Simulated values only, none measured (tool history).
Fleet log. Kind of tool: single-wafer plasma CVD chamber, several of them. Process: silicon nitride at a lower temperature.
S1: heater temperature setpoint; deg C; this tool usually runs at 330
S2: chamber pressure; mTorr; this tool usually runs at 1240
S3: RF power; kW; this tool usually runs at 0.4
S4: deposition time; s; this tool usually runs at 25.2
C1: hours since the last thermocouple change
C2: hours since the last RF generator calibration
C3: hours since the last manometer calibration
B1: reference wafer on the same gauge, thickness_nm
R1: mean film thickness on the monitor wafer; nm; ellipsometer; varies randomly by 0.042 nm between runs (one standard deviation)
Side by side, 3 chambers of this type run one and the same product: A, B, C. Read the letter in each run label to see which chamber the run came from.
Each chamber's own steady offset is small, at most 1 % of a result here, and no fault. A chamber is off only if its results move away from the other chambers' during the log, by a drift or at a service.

Run 1C, day 0.412: usual settings; C1 1259.9; C2 345.3; C3 54.2; B1 39.491. Result: R1 33.338 nm.
Run 2A, day 0.879: usual settings; C1 1529.1; C2 709.7; C3 112.8; B1 39.473. Result: R1 33.683 nm.
Run 3B, day 1.146: usual settings; C1 1335; C2 845.2; C3 1152.7; B1 39.49. Result: R1 33.39 nm.
Run 4A, day 1.592: usual settings; C1 1546.2; C2 726.8; C3 129.9; B1 39.478. Result: R1 33.56 nm.
Run 5B, day 1.954: usual settings; C1 1354.4; C2 864.6; C3 1172.1; B1 39.479. Result: R1 33.454 nm.
Run 6C, day 2.221: usual settings; C1 1303.3; C2 388.7; C3 97.6; B1 39.48. Result: R1 33.326 nm.
Run 7B, day 2.588: usual settings; C1 1369.6; C2 879.8; C3 1187.3; B1 39.449. Result: R1 33.359 nm.
Run 8C, day 2.862: usual settings; C1 1318.7; C2 404.1; C3 113; B1 39.441. Result: R1 33.373 nm.
Run 9A, day 3.279: usual settings but S1 317 deg C; C1 1586.7; C2 767.3; C3 170.4; B1 39.45. Result: R1 33.739 nm.
Run 10B, day 3.667: usual settings but S1 317 deg C; C1 1395.5; C2 905.7; C3 1213.2; B1 39.449. Result: R1 33.528 nm.
Run 11A, day 3.875: usual settings but S1 317 deg C; C1 1601; C2 781.6; C3 184.7; B1 39.428. Result: R1 33.751 nm.
Run 12C, day 4.212: usual settings; C1 1351.1; C2 436.5; C3 145.4; B1 39.432. Result: R1 33.361 nm.
Run 13C, day 4.558: usual settings; C1 1359.4; C2 444.8; C3 153.7; B1 39.437. Result: R1 33.265 nm.
Run 14B, day 4.962: usual settings; C1 1426.6; C2 936.8; C3 1244.3; B1 39.421. Result: R1 33.353 nm.
Run 15A, day 5.404: usual settings; C1 1637.7; C2 818.3; C3 221.4; B1 39.419. Result: R1 33.573 nm.
Run 16C, day 5.658: usual settings; C1 1385.8; C2 471.2; C3 180.1; B1 39.403. Result: R1 33.367 nm.
Run 17A, day 5.925: usual settings; C1 1650.2; C2 830.8; C3 233.9; B1 39.401. Result: R1 33.604 nm.
Run 18B, day 6.325: usual settings; C1 1459.3; C2 969.5; C3 1277; B1 39.392. Result: R1 33.296 nm.
Run 19B, day 6.7: usual settings; C1 1468.3; C2 978.5; C3 1286; B1 39.387. Result: R1 33.369 nm.
Run 20A, day 7.012: usual settings but S1 321 deg C, S3 0.46 kW; C1 1676.3; C2 856.9; C3 260; B1 39.385. Result: R1 36.517 nm.
Run 21C, day 7.417: usual settings but S1 321 deg C, S3 0.46 kW; C1 1428; C2 513.4; C3 222.3; B1 39.397. Result: R1 36.335 nm.
Run 22C, day 7.746: usual settings but S1 321 deg C, S3 0.46 kW; C1 1435.9; C2 521.3; C3 230.2; B1 39.391. Result: R1 36.321 nm.
At day 7.912: chamber C: thermocouple changed; heater temperature recalibrated.
Run 23B, day 8: usual settings but S1 339 deg C, S2 960 mTorr; C1 1499.5; C2 1009.7; C3 1317.2; B1 39.371. Result: R1 30.775 nm.
Run 24A, day 8.212: usual settings but S1 339 deg C, S2 960 mTorr; C1 1705.1; C2 885.7; C3 288.8; B1 39.381. Result: R1 30.948 nm.
Run 25A, day 8.442: usual settings but S1 339 deg C, S2 960 mTorr; C1 1710.6; C2 891.2; C3 294.3; B1 39.379. Result: R1 30.928 nm.
Run 26B, day 8.817: usual settings; C1 1519.1; C2 1029.3; C3 1336.8; B1 39.365. Result: R1 33.336 nm.
Run 27C, day 9.112: usual settings but S1 319 deg C; C1 28.8; C2 554.1; C3 263; B1 39.352. Result: R1 33.383 nm.
Run 28A, day 9.521: usual settings but S1 319 deg C; C1 1736.5; C2 917.1; C3 320.2; B1 39.344. Result: R1 33.617 nm.
Run 29B, day 9.888: usual settings but S1 319 deg C; C1 1544.8; C2 1055; C3 1362.5; B1 39.339. Result: R1 33.41 nm.
Run 30C, day 10.329: usual settings; C1 58; C2 583.3; C3 292.2; B1 39.324. Result: R1 33.247 nm.
Run 31A, day 10.546: usual settings; C1 1761.1; C2 941.7; C3 344.8; B1 39.35. Result: R1 33.461 nm.
Run 32B, day 10.888: usual settings but S2 1120 mTorr; C1 1568.8; C2 1079; C3 1386.5; B1 39.326. Result: R1 32.258 nm.
Run 33C, day 11.133: usual settings but S2 1120 mTorr; C1 77.3; C2 602.6; C3 311.5; B1 39.317. Result: R1 32.139 nm.
Run 34C, day 11.538: usual settings but S2 1120 mTorr; C1 87; C2 612.3; C3 321.2; B1 39.323. Result: R1 32.229 nm.
Run 35A, day 11.825: usual settings; C1 1791.8; C2 972.4; C3 375.5; B1 39.319. Result: R1 33.472 nm.
Run 36B, day 12.146: usual settings; C1 1599; C2 1109.2; C3 1416.7; B1 39.308. Result: R1 33.312 nm.
Run 37A, day 12.388: usual settings; C1 1805.3; C2 985.9; C3 389; B1 39.308. Result: R1 33.485 nm.
Run 38B, day 12.721: usual settings; C1 1612.8; C2 1123; C3 1430.5; B1 39.298. Result: R1 33.213 nm.

Next, all 3 chambers run the settings below, one line each with question marks for the results. What does each chamber give?
Run 39A, day 13.054: usual settings but S4 26.8 s. Result: R1 ?.
Run 39B, day 13.054: usual settings but S4 26.8 s. Result: R1 ?.
Run 39C, day 13.054: usual settings but S4 26.8 s. Result: R1 ?.

run      R1
39A  35.702
39B  35.304
39C  35.337
